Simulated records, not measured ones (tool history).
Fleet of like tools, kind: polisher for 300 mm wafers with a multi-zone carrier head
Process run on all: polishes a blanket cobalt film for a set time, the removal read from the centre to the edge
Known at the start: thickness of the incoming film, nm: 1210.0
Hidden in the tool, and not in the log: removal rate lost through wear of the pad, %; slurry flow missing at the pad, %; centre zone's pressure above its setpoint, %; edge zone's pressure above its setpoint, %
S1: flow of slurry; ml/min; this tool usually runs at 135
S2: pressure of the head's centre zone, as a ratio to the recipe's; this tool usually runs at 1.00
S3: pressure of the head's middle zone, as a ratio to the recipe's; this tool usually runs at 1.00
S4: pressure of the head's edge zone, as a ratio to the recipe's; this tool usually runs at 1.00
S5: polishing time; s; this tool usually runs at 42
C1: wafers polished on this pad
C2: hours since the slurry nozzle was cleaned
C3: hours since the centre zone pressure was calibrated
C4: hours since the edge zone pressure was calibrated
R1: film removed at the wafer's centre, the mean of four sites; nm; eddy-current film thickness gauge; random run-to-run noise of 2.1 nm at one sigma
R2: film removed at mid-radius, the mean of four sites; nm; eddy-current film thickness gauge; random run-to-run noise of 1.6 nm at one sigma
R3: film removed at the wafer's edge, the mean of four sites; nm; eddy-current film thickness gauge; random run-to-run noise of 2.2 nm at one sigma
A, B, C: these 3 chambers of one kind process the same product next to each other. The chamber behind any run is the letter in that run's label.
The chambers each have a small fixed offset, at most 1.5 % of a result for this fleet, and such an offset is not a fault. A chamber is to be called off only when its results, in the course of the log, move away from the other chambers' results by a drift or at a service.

Run 1C, hour 4.4: usual settings; C1 335; C2 532.6; C3 110.6; C4 300.9. Result: R1 179.53 nm, R2 179.53 nm, R3 180.37 nm.
At hour 4.5: chamber A: worn pad replaced by a new one.
Run 2B, hour 8.8: usual settings; C1 448; C2 192.6; C3 228.4; C4 663.2. Result: R1 180.25 nm, R2 178.68 nm, R3 178.39 nm.
Run 3A, hour 17.3: usual settings; C1 164; C2 459.0; C3 549.0; C4 327.7. Result: R1 180.81 nm, R2 180.91 nm, R3 177.92 nm.
At hour 17.7: chamber B: edge zone pressure recalibrated.
Run 4C, hour 26.2: usual settings; C1 614; C2 554.4; C3 132.4; C4 322.7. Result: R1 180.66 nm, R2 182.31 nm, R3 179.24 nm.
Run 5B, hour 35.1: usual settings; C1 785; C2 218.9; C3 254.7; C4 17.5. Result: R1 180.94 nm, R2 175.80 nm, R3 181.99 nm.
Run 6A, hour 39.9: usual settings; C1 453; C2 481.6; C3 571.6; C4 350.3. Result: R1 179.60 nm, R2 180.81 nm, R3 178.24 nm.
Run 7C, hour 48.6: usual settings; C1 901; C2 576.8; C3 154.8; C4 345.1. Result: R1 181.64 nm, R2 180.43 nm, R3 182.38 nm.
At hour 54.3: chamber C: worn pad replaced by a new one.
Run 8A, hour 57.9: usual settings but S4 0.93; C1 684; C2 499.6; C3 589.6; C4 368.3. Result: R1 181.93 nm, R2 177.26 nm, R3 172.34 nm.
At hour 59.8: chamber B: worn pad replaced by a new one.
At hour 61.7: chamber A: worn pad replaced by a new one.
Run 9B, hour 65.7: usual settings but S4 0.93; C1 75; C2 249.5; C3 285.3; C4 48.1. Result: R1 182.63 nm, R2 179.64 nm, R3 172.71 nm.
At hour 71.3: chamber C: edge zone pressure recalibrated.
Run 10C, hour 73.8: usual settings but S4 0.93; C1 250; C2 602.0; C3 180.0; C4 2.6. Result: R1 179.59 nm, R2 179.41 nm, R3 174.11 nm.
Run 11A, hour 78.8: usual settings; C1 219; C2 520.5; C3 610.5; C4 389.2. Result: R1 181.34 nm, R2 177.05 nm, R3 179.67 nm.
At hour 82.1: chamber A: centre zone pressure recalibrated.
Run 12B, hour 83.1: usual settings; C1 298; C2 266.9; C3 302.7; C4 65.5. Result: R1 180.22 nm, R2 180.92 nm, R3 181.42 nm.
Run 13A, hour 92.0: usual settings but S1 110 ml/min, S2 1.09; C1 388; C2 533.7; C3 9.9; C4 402.4. Result: R1 184.91 nm, R2 168.78 nm, R3 171.41 nm.
Run 14C, hour 97.6: usual settings but S1 110 ml/min, S2 1.09; C1 555; C2 625.8; C3 203.8; C4 26.4. Result: R1 188.18 nm, R2 168.99 nm, R3 172.20 nm.
Run 15B, hour 102.2: usual settings but S1 110 ml/min, S2 1.09; C1 543; C2 286.0; C3 321.8; C4 84.6. Result: R1 187.78 nm, R2 171.78 nm, R3 174.33 nm.
Run 16C, hour 111.1: usual settings; C1 728; C2 639.3; C3 217.3; C4 39.9. Result: R1 179.36 nm, R2 180.80 nm, R3 180.94 nm.
Run 17B, hour 117.2: usual settings; C1 735; C2 301.0; C3 336.8; C4 99.6. Result: R1 178.71 nm, R2 180.36 nm, R3 181.37 nm.
Run 18A, hour 122.1: usual settings; C1 774; C2 563.8; C3 40.0; C4 432.5. Result: R1 180.38 nm, R2 181.38 nm, R3 173.42 nm.
At hour 123.4: chamber A: slurry nozzle cleaned.
At hour 124.0: chamber A: worn pad replaced by a new one.
Run 19C, hour 131.2: usual settings; C1 985; C2 659.4; C3 237.4; C4 60.0. Result: R1 182.59 nm, R2 179.78 nm, R3 183.51 nm.
At hour 131.7: chamber C: worn pad replaced by a new one.
Run 20B, hour 140.8: usual settings; C1 1038; C2 324.6; C3 360.4; C4 123.2. Result: R1 180.50 nm, R2 178.26 nm, R3 179.25 nm.
Run 21A, hour 146.3: usual settings; C1 285; C2 23.0; C3 64.2; C4 456.7. Result: R1 180.54 nm, R2 181.71 nm, R3 179.77 nm.
Run 22B, hour 151.0: usual settings; C1 1168; C2 334.8; C3 370.6; C4 133.4. Result: R1 181.53 nm, R2 181.50 nm, R3 184.48 nm.
Run 23A, hour 160.6: usual settings but S5 56 s; C1 469; C2 37.3; C3 78.5; C4 471.0. Result: R1 242.40 nm, R2 240.13 nm, R3 246.59 nm.
At hour 161.9: chamber B: worn pad replaced by a new one.
Run 24C, hour 169.4: usual settings but S5 56 s; C1 483; C2 697.6; C3 275.6; C4 98.2. Result: R1 238.36 nm, R2 242.41 nm, R3 244.53 nm.
Run 25C, hour 176.0: usual settings but S5 56 s; C1 568; C2 704.2; C3 282.2; C4 104.8. Result: R1 244.28 nm, R2 242.73 nm, R3 244.10 nm.
Run 26B, hour 183.0: usual settings; C1 270; C2 366.8; C3 402.6; C4 165.4. Result: R1 179.16 nm, R2 179.76 nm, R3 179.66 nm.
At hour 185.5: chamber A: edge zone pressure recalibrated.
At hour 187.9: chamber A: worn pad replaced by a new one.
Run 27A, hour 189.7: usual settings; C1 23; C2 66.4; C3 107.6; C4 4.2. Result: R1 177.66 nm, R2 180.17 nm, R3 178.52 nm.
Run 28B, hour 198.3: usual settings; C1 466; C2 382.1; C3 417.9; C4 180.7. Result: R1 180.60 nm, R2 182.40 nm, R3 183.08 nm.
At hour 201.3: chamber C: worn pad replaced by a new one.
Run 29C, hour 207.4: usual settings; C1 78; C2 735.6; C3 313.6; C4 136.2. Result: R1 178.45 nm, R2 177.68 nm, R3 181.51 nm.
Run 30A, hour 216.8: usual settings; C1 370; C2 93.5; C3 134.7; C4 31.3. Result: R1 180.23 nm, R2 178.03 nm, R3 181.91 nm.
Run 31A, hour 226.5: usual settings but S1 160 ml/min, S3 1.05; C1 494; C2 103.2; C3 144.4; C4 41.0. Result: R1 187.98 nm, R2 195.48 nm, R3 178.47 nm.
Run 32C, hour 233.2: usual settings but S1 160 ml/min, S3 1.05; C1 409; C2 761.4; C3 339.4; C4 162.0. Result: R1 184.64 nm, R2 196.17 nm, R3 185.08 nm.
Run 33B, hour 237.7: usual settings but S1 160 ml/min, S3 1.05; C1 971; C2 421.5; C3 457.3; C4 220.1. Result: R1 188.01 nm, R2 196.13 nm, R3 187.00 nm.
Run 34A, hour 244.2: usual settings but S3 0.90, S4 0.96; C1 721; C2 120.9; C3 162.1; C4 58.7. Result: R1 181.78 nm, R2 164.52 nm, R3 176.24 nm.
At hour 245.5: chamber A: worn pad replaced by a new one.
Run 35B, hour 251.1: usual settings but S3 0.90, S4 0.96; C1 1143; C2 434.9; C3 470.7; C4 233.5. Result: R1 180.85 nm, R2 166.13 nm, R3 176.48 nm.
At hour 254.7: chamber B: worn pad replaced by a new one.
Run 36C, hour 257.6: usual settings but S3 0.90, S4 0.96; C1 722; C2 785.8; C3 363.8; C4 186.4. Result: R1 182.38 nm, R2 163.10 nm, R3 179.37 nm.
At hour 263.0: chamber B: centre zone pressure recalibrated.
At hour 264.1: chamber C: worn pad replaced by a new one.
Run 37B, hour 264.8: usual settings but S2 1.09, S3 1.04; C1 129; C2 448.6; C3 1.8; C4 247.2. Result: R1 199.72 nm, R2 184.55 nm, R3 179.95 nm.
Run 38C, hour 269.6: usual settings but S2 1.09, S3 1.04; C1 71; C2 797.8; C3 375.8; C4 198.4. Result: R1 202.06 nm, R2 188.18 nm, R3 180.26 nm.
Run 39A, hour 276.9: usual settings but S2 1.09, S3 1.04; C1 402; C2 153.6; C3 194.8; C4 91.4. Result: R1 198.84 nm, R2 187.68 nm, R3 176.92 nm.
Run 40B, hour 283.6: usual settings but S4 0.92, S5 50 s; C1 370; C2 467.4; C3 20.6; C4 266.0. Result: R1 216.61 nm, R2 213.79 nm, R3 204.31 nm.
Run 41C, hour 292.8: usual settings but S4 0.92, S5 50 s; C1 369; C2 821.0; C3 399.0; C4 221.6. Result: R1 210.01 nm, R2 217.61 nm, R3 206.55 nm.

Next, every chamber runs the same settings. What will each give?
Run 42A, hour 299.9: usual settings but S3 0.96. Result: R1 ?, R2 ?, R3 ?.
Run 42B, hour 299.9: usual settings but S3 0.96. Result: R1 ?, R2 ?, R3 ?.
Run 42C, hour 299.9: usual settings but S3 0.96. Result: R1 ?, R2 ?, R3 ?.

run      R1      R2      R3
42A  178.16  173.56  180.94
42B  184.17  172.95  179.10
42C  181.45  174.52  178.71

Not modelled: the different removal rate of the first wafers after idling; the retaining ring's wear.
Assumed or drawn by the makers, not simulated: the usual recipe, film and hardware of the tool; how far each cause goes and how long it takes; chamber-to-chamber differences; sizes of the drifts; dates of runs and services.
